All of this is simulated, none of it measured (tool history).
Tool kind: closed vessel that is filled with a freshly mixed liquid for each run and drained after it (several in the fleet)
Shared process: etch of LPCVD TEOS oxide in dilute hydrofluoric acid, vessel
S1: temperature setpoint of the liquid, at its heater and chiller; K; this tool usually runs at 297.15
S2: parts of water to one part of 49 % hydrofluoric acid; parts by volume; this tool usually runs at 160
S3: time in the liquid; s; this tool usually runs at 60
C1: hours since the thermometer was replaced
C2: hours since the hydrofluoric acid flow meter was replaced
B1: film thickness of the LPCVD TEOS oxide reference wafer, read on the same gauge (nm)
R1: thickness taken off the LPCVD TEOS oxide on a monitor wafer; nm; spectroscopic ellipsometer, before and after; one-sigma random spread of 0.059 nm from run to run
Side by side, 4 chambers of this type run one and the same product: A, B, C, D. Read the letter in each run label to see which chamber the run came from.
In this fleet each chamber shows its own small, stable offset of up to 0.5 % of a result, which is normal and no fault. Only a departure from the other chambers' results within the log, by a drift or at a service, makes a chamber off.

| run | day | S1 | S2 | S3 | C1 | C2 | B1 | R1 |
|---|---|---|---|---|---|---|---|---|
| 1D | 0.175 | 297.15 | 160 | 60 | 174.5 | 422.9 | 69.986 | 10.386 |
| 2C | 0.388 | 297.15 | 160 | 60 | 447.1 | 742.5 | 70.021 | 10.44 |
| 3B | 0.579 | 297.15 | 160 | 60 | 2156.2 | 594.7 | 69.985 | 10.458 |
| 4A | 0.767 | 297.15 | 160 | 60 | 918.1 | 1809.2 | 69.99 | 10.421 |
| 5A | 1.008 | 297.15 | 160 | 60 | 923.9 | 1815 | 69.981 | 10.538 |
| 6C | 1.225 | 297.15 | 160 | 60 | 467.2 | 762.6 | 69.991 | 10.499 |
| 7D | 1.371 | 297.15 | 160 | 60 | 203.2 | 451.6 | 69.944 | 10.481 |
| 8B | 1.596 | 297.15 | 160 | 60 | 2180.6 | 619.1 | 69.997 | 10.491 |
| 9D | 1.758 | 299.65 | 160 | 75 | 212.5 | 460.9 | 70.028 | 14.46 |
| 10B | 1.992 | 299.65 | 160 | 75 | 2190.1 | 628.6 | 70.063 | 14.294 |
| 11A | 2.217 | 299.65 | 160 | 75 | 952.9 | 1844 | 70.008 | 14.319 |
|  | 2.221 | chamber B: thermometer replaced |
| 12C | 2.388 | 299.65 | 160 | 75 | 495.1 | 790.5 | 70.012 | 14.367 |
| 13D | 2.579 | 297.15 | 160 | 60 | 232.2 | 480.6 | 69.973 | 10.788 |
| 14A | 2.75 | 297.15 | 160 | 60 | 965.7 | 1856.8 | 69.994 | 10.538 |
| 15C | 2.992 | 297.15 | 160 | 60 | 509.6 | 805 | 69.95 | 10.467 |
| 16B | 3.183 | 297.15 | 160 | 60 | 23.2 | 657.2 | 69.977 | 10.408 |
| 17B | 3.421 | 297.15 | 160 | 45 | 28.9 | 662.9 | 69.965 | 7.8965 |
| 18D | 3.633 | 297.15 | 160 | 45 | 257.5 | 505.9 | 69.975 | 8.1859 |
| 19C | 3.829 | 297.15 | 160 | 45 | 529.7 | 825.1 | 69.964 | 7.8187 |
| 20A | 3.942 | 297.15 | 160 | 45 | 994.3 | 1885.4 | 70.018 | 7.9217 |
| 21A | 4.171 | 297.15 | 160 | 60 | 999.8 | 1890.9 | 70.025 | 10.332 |
| 22C | 4.308 | 297.15 | 160 | 60 | 541.2 | 836.6 | 70.003 | 10.597 |
| 23B | 4.417 | 297.15 | 160 | 60 | 52.8 | 686.8 | 69.95 | 10.348 |
| 24D | 4.592 | 297.15 | 160 | 60 | 280.5 | 528.9 | 69.999 | 11.154 |
| 25C | 4.775 | 297.15 | 160 | 60 | 552.4 | 847.8 | 69.999 | 10.485 |
| 26D | 4.921 | 297.15 | 160 | 60 | 288.4 | 536.8 | 69.99 | 11.094 |
| 27A | 5.146 | 297.15 | 110 | 60 | 1023.2 | 1914.3 | 69.998 | 16.012 |
| 28B | 5.388 | 297.15 | 110 | 60 | 76.1 | 710.1 | 69.973 | 15.938 |
| 29A | 5.604 | 297.15 | 110 | 60 | 1034.2 | 1925.3 | 69.95 | 15.99 |

Decide between three cases: one chamber stands off from its peers, the gauge reading all wafers drifts, or nothing is wrong past each chamber's small offset. Where a chamber is off, say which and what most likely put it there.

Little by little, chamber D moves away from the other chambers.
What lies behind it: liquid hotter than its thermometer reads (K) = 1.98.
With only this log, it may be confused with: hydrofluoric acid flow above the setpoint (%).

Here are 4 candidates for chamber D's next run, each the usual settings with a change, their results left as question marks. Which one brings its results back in line with what the others give on the usual settings?
To be in line, a result may differ from the other chambers' mean on the usual settings by at most: R1 0.21 nm
| 30D-1 | 5.779 | 297.15 | 170 | 60 |  |  |  | ? |
| 30D-2 | 5.779 | 299.15 | 160 | 60 |  |  |  | ? |
| 30D-3 | 5.779 | 296.65 | 160 | 55 |  |  |  | ? |
| 30D-4 | 5.779 | 300.15 | 160 | 60 |  |  |  | ? |

What the other chambers average on the usual settings: R1 10.459 nm
| run | R1 |
|---|---|
| 30D-1 | 10.41 |
| 30D-2 | 12.045 |
| 30D-3 | 10.079 |
| 30D-4 | 12.486 |
The right change is 30D-1: it brings the chamber back within the allowed miss of the others.
